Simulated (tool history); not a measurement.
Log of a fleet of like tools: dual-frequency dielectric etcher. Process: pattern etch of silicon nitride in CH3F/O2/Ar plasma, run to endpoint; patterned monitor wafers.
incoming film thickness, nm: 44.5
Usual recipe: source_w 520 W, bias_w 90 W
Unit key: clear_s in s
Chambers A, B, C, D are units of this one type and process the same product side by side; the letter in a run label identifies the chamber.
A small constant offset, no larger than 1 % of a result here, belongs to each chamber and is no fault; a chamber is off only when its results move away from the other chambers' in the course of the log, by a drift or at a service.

run	hour	source_w	bias_w	hours since the last wet clean	hours since the last source power generator calibration	hours since the last bias power generator calibration	clear_s
1C	10.3	520	90	134.1	1077.7	2982.7	53.879
2A	18.3	520	90	113.3	1727.7	1581.3	54.377
3B	25.1	520	90	326.0	3340.9	735.5	53.776
4D	38.5	520	90	568.0	648.2	329.2	54.291
5B	45.9	520	90	346.8	3361.7	756.3	53.913
6C	54.3	520	90	178.1	1121.7	3026.7	53.936
# hour 61.4: chamber B: wet clean of the chamber
7D	67.5	580	90	597.0	677.2	358.2	52.240
8A	77.9	580	90	172.9	1787.3	1640.9	51.796
# hour 88.0: chamber D: wet clean of the chamber
9C	89.7	580	90	213.5	1157.1	3062.1	51.536
10B	96.3	580	90	34.9	3412.1	806.7	52.033
11D	107.2	520	90	19.2	716.9	397.9	51.550
12A	116.4	570	98	211.4	1825.8	1679.4	50.984
13D	124.8	570	98	36.8	734.5	415.5	48.375
14A	137.0	570	98	232.0	1846.4	1700.0	50.640
15B	145.6	570	98	84.2	3461.4	856.0	50.647
16C	152.1	520	90	275.9	1219.5	3124.5	54.118
17B	164.4	520	90	103.0	3480.2	874.8	53.970
18A	176.6	640	72	271.6	1886.0	1739.6	53.700
19D	184.8	640	72	96.8	794.5	475.5	51.607
20C	194.7	640	72	318.5	1262.1	3167.1	53.415
21D	206.0	640	72	118.0	815.7	496.7	51.807
22B	213.2	520	90	151.8	3529.0	923.6	53.887
23C	223.0	520	90	346.8	1290.4	3195.4	53.681
24A	229.2	610	68	324.2	1938.6	1792.2	56.202
25B	235.8	610	68	174.4	3551.6	946.2	55.706
26C	247.4	610	68	371.2	1314.8	3219.8	55.497
27D	256.1	610	68	168.1	865.8	546.8	53.234
28A	264.9	520	90	359.9	1974.3	1827.9	54.002
29A	273.6	520	90	368.6	1983.0	1836.6	53.940
30D	286.8	520	90	198.8	896.5	577.5	51.921

Decide between three cases: one chamber stands off from its peers, the gauge reading all wafers drifts, or nothing is wrong past each chamber's small offset. Where a chamber is off, say which and what most likely put it there.

A service on chamber D put it out of line with the rest.
Most likely cause: etch rate over this chamber's usual, % = 5.22.

Below are 4 candidate recipes for chamber D's next run, each the usual settings with a change, their results shown as question marks. Which of them brings D's results back in line with what the other chambers give on the usual settings?
Allowed miss from the other chambers' usual-settings mean, per result, to count as in line: clear_s 0.710 s
31D-1	296.8	550	90				?
31D-2	296.8	490	90				?
31D-3	296.8	580	90				?
31D-4	296.8	460	90				?

What the other chambers average on the usual settings: clear_s 53.941 s
run	clear_s
31D-1	50.673
31D-2	52.922
31D-3	49.670
31D-4	54.191
31D-4 is the one that brings the chamber's results back in line with the other chambers.
